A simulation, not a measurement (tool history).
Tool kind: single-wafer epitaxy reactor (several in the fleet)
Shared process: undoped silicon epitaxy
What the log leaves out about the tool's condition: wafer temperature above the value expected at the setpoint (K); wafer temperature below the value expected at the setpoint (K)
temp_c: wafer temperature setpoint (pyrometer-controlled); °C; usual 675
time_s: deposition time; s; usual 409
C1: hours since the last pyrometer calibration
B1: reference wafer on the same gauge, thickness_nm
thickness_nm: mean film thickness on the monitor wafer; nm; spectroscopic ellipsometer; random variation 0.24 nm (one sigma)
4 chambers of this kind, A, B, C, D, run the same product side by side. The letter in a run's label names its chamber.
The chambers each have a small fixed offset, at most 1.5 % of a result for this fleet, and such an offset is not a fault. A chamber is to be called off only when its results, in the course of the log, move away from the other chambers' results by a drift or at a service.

Run 1A, hour 6.9: usual settings; C1 1315.7; B1 115.93. Result: thickness_nm 118.26 nm.
Run 2D, hour 12.9: usual settings; C1 2223.6; B1 116.02. Result: thickness_nm 116.89 nm.
At hour 13.9: chamber A: pyrometer calibrated.
Run 3C, hour 19.9: usual settings; C1 1228.2; B1 116.04. Result: thickness_nm 115.84 nm.
Run 4B, hour 25.7: usual settings; C1 1008.7; B1 116.06. Result: thickness_nm 117.31 nm.
Run 5D, hour 34.7: usual settings; C1 2245.4; B1 115.99. Result: thickness_nm 116.86 nm.
Run 6B, hour 43: usual settings; C1 1026; B1 115.98. Result: thickness_nm 117.11 nm.
Run 7C, hour 50.7: usual settings; C1 1259; B1 115.96. Result: thickness_nm 116.42 nm.
Run 8A, hour 56.6: usual settings; C1 42.8; B1 116. Result: thickness_nm 118.21 nm.
Run 9D, hour 64.4: usual settings; C1 2275.1; B1 116.01. Result: thickness_nm 116.87 nm.
Run 10A, hour 72.5: usual settings but time_s 376 s; C1 58.7; B1 115.95. Result: thickness_nm 108.39 nm.
Run 11C, hour 78: usual settings but time_s 376 s; C1 1286.3; B1 116.03. Result: thickness_nm 106.67 nm.
Run 12B, hour 87.2: usual settings but time_s 376 s; C1 1070.2; B1 115.94. Result: thickness_nm 108.01 nm.
Run 13A, hour 94.3: usual settings but time_s 376 s; C1 80.5; B1 115.96. Result: thickness_nm 108.63 nm.
Run 14C, hour 100.5: usual settings; C1 1308.8; B1 116. Result: thickness_nm 116.23 nm.
Run 15D, hour 108.7: usual settings; C1 2319.4; B1 116.03. Result: thickness_nm 116.98 nm.
Run 16B, hour 116: usual settings; C1 1099; B1 115.99. Result: thickness_nm 117.74 nm.
Run 17A, hour 125.1: usual settings; C1 111.3; B1 115.98. Result: thickness_nm 118.28 nm.
Run 18C, hour 132.6: usual settings; C1 1340.9; B1 116. Result: thickness_nm 116.55 nm.
At hour 133.4: chamber B: pyrometer calibrated.
At hour 140.4: chamber D: pyrometer calibrated.
Run 19B, hour 142.7: usual settings; C1 9.3; B1 116.06. Result: thickness_nm 119.51 nm.
Run 20D, hour 148.8: usual settings; C1 8.5; B1 115.95. Result: thickness_nm 117.12 nm.
Run 21C, hour 157.4: usual settings; C1 1365.7; B1 115.96. Result: thickness_nm 116.11 nm.
Run 22D, hour 163.5: usual settings but time_s 352 s; C1 23.2; B1 115.98. Result: thickness_nm 100.93 nm.
Run 23B, hour 171.3: usual settings but time_s 352 s; C1 37.9; B1 116. Result: thickness_nm 103 nm.
Run 24A, hour 176.6: usual settings but time_s 352 s; C1 162.8; B1 115.98. Result: thickness_nm 101.97 nm.
Run 25C, hour 184.2: usual settings but time_s 352 s; C1 1392.5; B1 115.99. Result: thickness_nm 99.826 nm.
Run 26A, hour 193.6: usual settings; C1 179.8; B1 116.03. Result: thickness_nm 118.15 nm.
Run 27D, hour 203: usual settings; C1 62.7; B1 116. Result: thickness_nm 117.47 nm.
Run 28B, hour 210.1: usual settings; C1 76.7; B1 116.04. Result: thickness_nm 119.6 nm.
Run 29C, hour 215.8: usual settings but time_s 463 s; C1 1424.1; B1 116.03. Result: thickness_nm 131.3 nm.
Run 30D, hour 223.7: usual settings but time_s 463 s; C1 83.4; B1 116.04. Result: thickness_nm 132.96 nm.
Run 31B, hour 231.2: usual settings but time_s 463 s; C1 97.8; B1 115.97. Result: thickness_nm 135.32 nm.
Run 32A, hour 237.7: usual settings but time_s 463 s; C1 223.9; B1 116. Result: thickness_nm 134.05 nm.
Run 33A, hour 246.4: usual settings; C1 232.6; B1 115.96. Result: thickness_nm 117.88 nm.
Run 34B, hour 252.6: usual settings; C1 119.2; B1 115.96. Result: thickness_nm 120.06 nm.
Run 35D, hour 257.3: usual settings; C1 117; B1 115.99. Result: thickness_nm 117.39 nm.
Run 36C, hour 265.6: usual settings but temp_c 664 °C, time_s 452 s; C1 1473.9; B1 116.09. Result: thickness_nm 101.82 nm.
Run 37D, hour 273.7: usual settings but temp_c 664 °C, time_s 452 s; C1 133.4; B1 116.04. Result: thickness_nm 103.38 nm.
Run 38B, hour 278.6: usual settings but temp_c 664 °C, time_s 452 s; C1 145.2; B1 115.99. Result: thickness_nm 104.83 nm.
Run 39C, hour 283.7: usual settings but temp_c 664 °C, time_s 452 s; C1 1492; B1 115.98. Result: thickness_nm 101.88 nm.
Run 40A, hour 293: usual settings; C1 279.2; B1 116.01. Result: thickness_nm 118.15 nm.

Which is it: a chamber that has drifted or been left off by a service, a gauge drift common to all chambers, or only each chamber's usual small offset? If a chamber is off, name it and its likeliest cause.

Chamber B came out of a service off from its peers and stayed that way.
Likeliest cause: wafer temperature above the value expected at the setpoint (K) = 0.938.

Which of the 4 candidates below, each the usual settings with something changed and its results left as question marks, puts chamber B back in line with what the other chambers give on the usual settings?
To be in line, a result may differ from the other chambers' mean on the usual settings by at most: thickness_nm 0.94 nm
Run 41B-1, hour 300.2: usual settings but time_s 406 s. Result: thickness_nm ?.
Run 41B-2, hour 300.2: usual settings but time_s 412 s. Result: thickness_nm ?.
Run 41B-3, hour 300.2: usual settings but time_s 418 s. Result: thickness_nm ?.
Run 41B-4, hour 300.2: usual settings but time_s 400 s. Result: thickness_nm ?.

The other chambers' mean on the usual settings: thickness_nm 117.27 nm
  run  thickness_nm
41B-1         119.1
41B-2        120.86
41B-3        122.62
41B-4        117.34
41B-4 puts the chamber back in line with the other chambers.
